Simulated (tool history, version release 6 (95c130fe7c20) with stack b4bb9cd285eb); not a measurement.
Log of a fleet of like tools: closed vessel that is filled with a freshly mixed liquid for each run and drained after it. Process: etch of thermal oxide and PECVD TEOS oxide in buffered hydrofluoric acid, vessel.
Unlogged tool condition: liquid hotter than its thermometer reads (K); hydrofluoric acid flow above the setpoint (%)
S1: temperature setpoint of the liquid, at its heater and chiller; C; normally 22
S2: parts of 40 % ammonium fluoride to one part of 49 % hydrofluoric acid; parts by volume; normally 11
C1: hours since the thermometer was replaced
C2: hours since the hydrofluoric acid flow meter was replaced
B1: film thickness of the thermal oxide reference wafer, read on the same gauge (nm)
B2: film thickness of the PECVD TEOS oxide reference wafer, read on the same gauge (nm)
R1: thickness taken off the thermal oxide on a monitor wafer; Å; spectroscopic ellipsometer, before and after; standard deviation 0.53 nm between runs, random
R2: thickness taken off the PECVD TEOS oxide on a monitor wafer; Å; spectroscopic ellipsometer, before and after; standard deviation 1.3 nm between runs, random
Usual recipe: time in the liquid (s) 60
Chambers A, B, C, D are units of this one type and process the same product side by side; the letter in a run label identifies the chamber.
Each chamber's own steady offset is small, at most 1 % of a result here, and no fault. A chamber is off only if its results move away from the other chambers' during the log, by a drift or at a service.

run 1B hour=11 | S1=22 S2=11 time_in_the_liquid_(s)=60 | C1=972.9 C2=330.8 | B1=149.98 B2=39.963 | R1=563.96 R2=1423.7
run 2A hour=17 | S1=22 S2=11 time_in_the_liquid_(s)=60 | C1=455 C2=165 | B1=150.04 B2=39.982 | R1=564.28 R2=1420.1
run 3C hour=29.1 | S1=22 S2=11 time_in_the_liquid_(s)=60 | C1=92.1 C2=483.7 | B1=150.02 B2=39.994 | R1=564.24 R2=1419.7
run 4D hour=36.9 | S1=22 S2=11 time_in_the_liquid_(s)=60 | C1=249.6 C2=1261.1 | B1=150.01 B2=40.011 | R1=570.16 R2=1419.2
run 5B hour=44.1 | S1=22 S2=15.5 time_in_the_liquid_(s)=60 | C1=1006 C2=363.9 | B1=149.98 B2=39.998 | R1=409.38 R2=1012.2
run 6C hour=53 | S1=22 S2=15.5 time_in_the_liquid_(s)=60 | C1=116 C2=507.6 | B1=149.99 B2=40.014 | R1=405.59 R2=1018.8
run 7D hour=60.3 | S1=22 S2=15.5 time_in_the_liquid_(s)=60 | C1=273 C2=1284.5 | B1=150.02 B2=40.003 | R1=412.62 R2=992.01
run 8A hour=70.4 | S1=22 S2=15.5 time_in_the_liquid_(s)=60 | C1=508.4 C2=218.4 | B1=150 B2=40.006 | R1=397.4 R2=1028.6
run 9A hour=77.7 | S1=22 S2=11 time_in_the_liquid_(s)=60 | C1=515.7 C2=225.7 | B1=150.01 B2=39.98 | R1=560.12 R2=1396
run 10B hour=86.3 | S1=22 S2=11 time_in_the_liquid_(s)=60 | C1=1048.2 C2=406.1 | B1=150 B2=40.013 | R1=548.47 R2=1415.1
run 11C hour=97.3 | S1=22 S2=11 time_in_the_liquid_(s)=60 | C1=160.3 C2=551.9 | B1=150.03 B2=39.975 | R1=566.3 R2=1414.4
run 12D hour=108.8 | S1=22 S2=11 time_in_the_liquid_(s)=60 | C1=321.5 C2=1333 | B1=149.98 B2=39.992 | R1=564.44 R2=1422
-- hour=113.6 chamber B: thermometer replaced
run 13B hour=115.4 | S1=22 S2=11 time_in_the_liquid_(s)=60 | C1=1.8 C2=435.2 | B1=150.03 B2=39.999 | R1=562.13 R2=1419.5
run 14D hour=127.5 | S1=19 S2=11 time_in_the_liquid_(s)=45 | C1=340.2 C2=1351.7 | B1=149.98 B2=39.983 | R1=360.23 R2=888.82
run 15A hour=134.5 | S1=19 S2=11 time_in_the_liquid_(s)=45 | C1=572.5 C2=282.5 | B1=150 B2=39.995 | R1=356.55 R2=896.98
run 16C hour=145.3 | S1=19 S2=11 time_in_the_liquid_(s)=45 | C1=208.3 C2=599.9 | B1=150.03 B2=40.019 | R1=354.47 R2=899.41
run 17B hour=152.9 | S1=19 S2=11 time_in_the_liquid_(s)=45 | C1=39.3 C2=472.7 | B1=150 B2=40.004 | R1=356.06 R2=890.07
run 18C hour=161.3 | S1=22 S2=11 time_in_the_liquid_(s)=60 | C1=224.3 C2=615.9 | B1=149.98 B2=39.981 | R1=562.97 R2=1434.9
run 19D hour=168 | S1=22 S2=13.5 time_in_the_liquid_(s)=30 | C1=380.7 C2=1392.2 | B1=150.01 B2=40.006 | R1=232.45 R2=578.32
run 20A hour=173.9 | S1=22 S2=13.5 time_in_the_liquid_(s)=30 | C1=611.9 C2=321.9 | B1=149.99 B2=40.027 | R1=230.56 R2=580.19
run 21D hour=184 | S1=22 S2=13.5 time_in_the_liquid_(s)=30 | C1=396.7 C2=1408.2 | B1=150 B2=40.029 | R1=231.33 R2=577.36
run 22C hour=195.6 | S1=22 S2=13.5 time_in_the_liquid_(s)=30 | C1=258.6 C2=650.2 | B1=149.99 B2=39.994 | R1=227.03 R2=590.08
run 23A hour=202.6 | S1=22 S2=11 time_in_the_liquid_(s)=60 | C1=640.6 C2=350.6 | B1=149.99 B2=39.993 | R1=569.96 R2=1427.4
run 24B hour=211.6 | S1=18 S2=11 time_in_the_liquid_(s)=60 | C1=98 C2=531.4 | B1=150.01 B2=39.994 | R1=450.71 R2=1133.6
run 25D hour=223.2 | S1=18 S2=11 time_in_the_liquid_(s)=60 | C1=435.9 C2=1447.4 | B1=149.99 B2=40.023 | R1=459.15 R2=1150.6
run 26A hour=229.3 | S1=18 S2=11 time_in_the_liquid_(s)=60 | C1=667.3 C2=377.3 | B1=150.01 B2=39.985 | R1=440.16 R2=1117.5
run 27B hour=239.5 | S1=18 S2=11 time_in_the_liquid_(s)=60 | C1=125.9 C2=559.3 | B1=150.02 B2=39.983 | R1=448.51 R2=1129.9

Has any chamber moved away from the others, gradually or after a service, or does the common gauge drift, or do the chambers differ only by their own small steady offsets? State the chamber and the most likely cause if one applies.

All chambers stay in line apart from their small fixed offsets, and the gauge does not drift.
